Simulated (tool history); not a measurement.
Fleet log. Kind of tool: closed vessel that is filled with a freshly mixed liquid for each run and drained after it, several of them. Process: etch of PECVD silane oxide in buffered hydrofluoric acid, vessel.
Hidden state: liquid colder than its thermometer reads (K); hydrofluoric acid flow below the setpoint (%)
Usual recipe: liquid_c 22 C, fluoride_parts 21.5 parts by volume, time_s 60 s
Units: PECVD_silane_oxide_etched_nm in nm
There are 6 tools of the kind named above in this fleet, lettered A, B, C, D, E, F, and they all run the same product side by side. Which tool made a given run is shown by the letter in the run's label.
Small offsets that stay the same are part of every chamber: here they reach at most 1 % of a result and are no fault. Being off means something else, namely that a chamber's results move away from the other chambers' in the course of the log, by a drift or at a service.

run	hour	liquid_c	fluoride_parts	time_s	hours since the thermometer was replaced	hours since the hydrofluoric acid flow meter was replaced	read-back film thickness of the PECVD silane oxide reference wafer, read on the same gauge (nm)	PECVD_silane_oxide_etched_nm
1F	5.6	22	21.5	60	1300.7	701.8	80.015	61.999
2E	18.1	22	21.5	60	718.5	332.6	80.009	62.073
3C	26.6	22	21.5	60	386.7	803.1	79.980	62.188
4B	34.5	22	21.5	60	411.4	2372.3	79.990	61.980
5A	45.3	19	26.5	60	563.6	478.0	80.015	45.328
6D	51.1	19	26.5	60	743.9	922.7	80.023	45.820
7A	61.6	19	26.5	60	579.9	494.3	79.999	45.028
8E	73.2	19	26.5	60	773.6	387.7	79.967	44.895
9C	86.0	19	26.5	60	446.1	862.5	79.970	45.612
10F	92.0	19	26.5	60	1387.1	788.2	79.975	45.163
11D	99.0	22	21.5	60	791.8	970.6	79.978	62.864
# hour 107.2: chamber A: thermometer replaced
12B	108.1	22	21.5	60	485.0	2445.9	80.028	62.533
13E	116.4	22	21.5	60	816.8	430.9	80.038	61.954
14C	126.3	22	21.5	60	486.4	902.8	80.029	62.078
15A	139.2	22	21.5	60	32.1	571.9	79.959	61.566
16D	151.7	22	21.5	60	844.5	1023.3	79.971	62.516
17B	158.0	22	21.5	60	534.9	2495.8	80.023	61.875
18F	164.2	22	21.5	60	1459.3	860.4	80.005	60.523
19F	174.4	24	29.0	60	1469.5	870.6	79.992	54.793
20D	181.2	24	29.0	60	874.0	1052.8	79.976	56.945
21A	190.8	24	29.0	60	83.7	623.5	79.994	56.295
22E	199.7	24	29.0	60	900.1	514.2	79.992	55.634
23C	208.8	24	29.0	60	568.9	985.3	79.979	57.142
# hour 211.0: chamber E: hydrofluoric acid flow meter replaced
24B	218.4	24	29.0	60	595.3	2556.2	79.977	56.703
25A	225.0	22	21.5	60	117.9	657.7	79.974	62.035
26B	231.7	22	21.5	60	608.6	2569.5	80.003	62.422
27C	243.7	22	21.5	60	603.8	1020.2	79.993	62.042
28F	254.2	22	21.5	60	1549.3	950.4	79.981	60.005
29E	266.3	22	21.5	60	966.7	55.3	80.012	61.794
30D	274.3	26	21.5	30	967.1	1145.9	79.992	38.996
# hour 278.5: chamber B: hydrofluoric acid flow meter replaced
31F	283.7	26	21.5	30	1578.8	979.9	80.001	36.607
32E	295.3	26	21.5	30	995.7	84.3	80.026	38.302
33D	302.0	26	21.5	30	994.8	1173.6	79.997	38.910
34B	308.6	26	21.5	30	685.5	30.1	80.000	38.663
35A	317.6	26	21.5	30	210.5	750.3	79.957	38.492
# hour 320.6: chamber B: thermometer replaced
36C	325.7	22	21.5	60	685.8	1102.2	79.987	62.210
37A	334.2	22	21.5	60	227.1	766.9	79.991	61.792
38B	346.8	22	21.5	60	26.3	68.3	80.007	61.949
39E	357.7	22	21.5	60	1058.1	146.7	80.010	61.667

Is one chamber out of step, is the gauge drifting, or do the chambers differ by no more than their own small offsets? For an off chamber, give its letter and the likeliest cause.

Little by little, chamber F moves away from the other chambers.
Cause: hydrofluoric acid flow below the setpoint (%) = 7.96.
From this log alone, it may not be told apart from: liquid colder than its thermometer reads (K).

Which of the 4 candidates below, each the usual settings with something changed and its results left as question marks, puts chamber F back in line with what the other chambers give on the usual settings?
Counts as in line when no further than this from what the other chambers average on the usual settings: PECVD_silane_oxide_etched_nm 0.910 nm
40F-1	367.0	22.5	20.5	60				?
40F-2	367.0	22.0	23.5	60				?
40F-3	367.0	24.5	21.5	60				?
40F-4	367.0	21.5	22.0	55				?

Other chambers, usual settings, mean: PECVD_silane_oxide_etched_nm 62.088 nm
run	PECVD_silane_oxide_etched_nm
40F-1	61.808
40F-2	54.805
40F-3	66.687
40F-4	51.138
The right change is 40F-1: it brings the chamber back within the allowed miss of the others.

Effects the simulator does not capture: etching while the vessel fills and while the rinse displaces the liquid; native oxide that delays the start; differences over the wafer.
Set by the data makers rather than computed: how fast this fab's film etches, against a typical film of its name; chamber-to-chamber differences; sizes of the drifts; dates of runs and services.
